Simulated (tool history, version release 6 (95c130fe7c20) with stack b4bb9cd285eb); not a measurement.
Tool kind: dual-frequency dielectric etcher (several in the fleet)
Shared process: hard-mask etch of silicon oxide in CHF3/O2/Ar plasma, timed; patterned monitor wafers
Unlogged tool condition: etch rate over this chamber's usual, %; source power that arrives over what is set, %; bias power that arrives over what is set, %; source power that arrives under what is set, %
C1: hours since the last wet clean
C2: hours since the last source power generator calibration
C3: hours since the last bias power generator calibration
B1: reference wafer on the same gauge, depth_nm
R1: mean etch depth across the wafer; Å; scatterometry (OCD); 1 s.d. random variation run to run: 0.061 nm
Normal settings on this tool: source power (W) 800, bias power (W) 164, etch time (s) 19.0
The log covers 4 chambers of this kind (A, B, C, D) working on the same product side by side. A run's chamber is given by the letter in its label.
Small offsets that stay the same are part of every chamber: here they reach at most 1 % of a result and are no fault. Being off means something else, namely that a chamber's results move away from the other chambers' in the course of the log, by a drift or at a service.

Run 1D, hour 10.2: usual settings; C1 530.0; C2 1893.3; C3 2147.0; B1 42.204. Result: R1 402.70 Å.
Run 2B, hour 23.9: usual settings; C1 99.1; C2 1965.7; C3 1479.9; B1 42.202. Result: R1 408.31 Å.
Run 3C, hour 39.6: usual settings; C1 225.0; C2 1708.3; C3 777.5; B1 42.229. Result: R1 404.40 Å.
Run 4A, hour 51.7: usual settings; C1 383.4; C2 279.4; C3 1913.6; B1 42.237. Result: R1 408.94 Å.
Run 5A, hour 64.2: usual settings; C1 395.9; C2 291.9; C3 1926.1; B1 42.227. Result: R1 407.93 Å.
Run 6C, hour 74.7: usual settings but source power (W) 940, bias power (W) 178; C1 260.1; C2 1743.4; C3 812.6; B1 42.236. Result: R1 442.34 Å.
At hour 84.8: chamber D: wet clean of the chamber.
Run 7D, hour 85.4: usual settings but source power (W) 940, bias power (W) 178; C1 0.6; C2 1968.5; C3 2222.2; B1 42.248. Result: R1 442.54 Å.
Run 8B, hour 100.2: usual settings but source power (W) 940, bias power (W) 178; C1 175.4; C2 2042.0; C3 1556.2; B1 42.266. Result: R1 447.16 Å.
Run 9D, hour 112.0: usual settings but source power (W) 940, bias power (W) 178; C1 27.2; C2 1995.1; C3 2248.8; B1 42.276. Result: R1 441.98 Å.
At hour 112.1: chamber A: wet clean of the chamber.
Run 10B, hour 120.7: usual settings; C1 195.9; C2 2062.5; C3 1576.7; B1 42.285. Result: R1 409.80 Å.
Run 11A, hour 132.5: usual settings; C1 20.5; C2 360.2; C3 1994.4; B1 42.289. Result: R1 408.26 Å.
Run 12C, hour 140.1: usual settings; C1 325.5; C2 1808.8; C3 878.0; B1 42.289. Result: R1 404.95 Å.
Run 13D, hour 147.3: usual settings but etch time (s) 21.5; C1 62.5; C2 2030.4; C3 2284.1; B1 42.318. Result: R1 457.39 Å.
Run 14C, hour 161.0: usual settings but etch time (s) 21.5; C1 346.4; C2 1829.7; C3 898.9; B1 42.305. Result: R1 458.09 Å.
Run 15B, hour 175.3: usual settings but etch time (s) 21.5; C1 250.5; C2 2117.1; C3 1631.3; B1 42.328. Result: R1 463.88 Å.
Run 16A, hour 187.1: usual settings but etch time (s) 21.5; C1 75.1; C2 414.8; C3 2049.0; B1 42.329. Result: R1 462.85 Å.
Run 17C, hour 200.4: usual settings; C1 385.8; C2 1869.1; C3 938.3; B1 42.328. Result: R1 406.25 Å.
Run 18A, hour 213.4: usual settings; C1 101.4; C2 441.1; C3 2075.3; B1 42.354. Result: R1 409.21 Å.
Run 19D, hour 225.9: usual settings; C1 141.1; C2 2109.0; C3 2362.7; B1 42.356. Result: R1 405.67 Å.
Run 20B, hour 234.4: usual settings; C1 309.6; C2 2176.2; C3 1690.4; B1 42.379. Result: R1 409.16 Å.
Run 21A, hour 246.2: usual settings but etch time (s) 24.0; C1 134.2; C2 473.9; C3 2108.1; B1 42.378. Result: R1 516.42 Å.
Run 22B, hour 255.7: usual settings but etch time (s) 24.0; C1 330.9; C2 2197.5; C3 1711.7; B1 42.385. Result: R1 520.24 Å.
Run 23D, hour 263.8: usual settings but etch time (s) 24.0; C1 179.0; C2 2146.9; C3 2400.6; B1 42.395. Result: R1 513.11 Å.
Run 24C, hour 274.8: usual settings but etch time (s) 24.0; C1 460.2; C2 1943.5; C3 1012.7; B1 42.404. Result: R1 515.04 Å.
Run 25C, hour 285.5: usual settings but etch time (s) 14.5; C1 470.9; C2 1954.2; C3 1023.4; B1 42.414. Result: R1 310.45 Å.
Run 26B, hour 294.2: usual settings but etch time (s) 14.5; C1 369.4; C2 2236.0; C3 1750.2; B1 42.404. Result: R1 314.52 Å.
Run 27A, hour 304.3: usual settings but etch time (s) 14.5; C1 192.3; C2 532.0; C3 2166.2; B1 42.414. Result: R1 312.50 Å.
At hour 306.6: chamber C: wet clean of the chamber.
Run 28D, hour 318.3: usual settings but etch time (s) 14.5; C1 233.5; C2 2201.4; C3 2455.1; B1 42.425. Result: R1 309.80 Å.
Run 29D, hour 329.4: usual settings; C1 244.6; C2 2212.5; C3 2466.2; B1 42.449. Result: R1 404.85 Å.
Run 30C, hour 340.1: usual settings; C1 33.6; C2 2008.8; C3 1078.0; B1 42.433. Result: R1 406.70 Å.
Run 31B, hour 355.6: usual settings; C1 430.8; C2 2297.4; C3 1811.6; B1 42.449. Result: R1 411.98 Å.

Each of the 4 chambers runs these same settings next. Fill in every chamber's results:
Run 32A, hour 367.2: usual settings. Result: R1 ?.
Run 32B, hour 367.2: usual settings. Result: R1 ?.
Run 32C, hour 367.2: usual settings. Result: R1 ?.
Run 32D, hour 367.2: usual settings. Result: R1 ?.

run      R1
32A  410.12
32B  412.32
32C  406.91
32D  406.03

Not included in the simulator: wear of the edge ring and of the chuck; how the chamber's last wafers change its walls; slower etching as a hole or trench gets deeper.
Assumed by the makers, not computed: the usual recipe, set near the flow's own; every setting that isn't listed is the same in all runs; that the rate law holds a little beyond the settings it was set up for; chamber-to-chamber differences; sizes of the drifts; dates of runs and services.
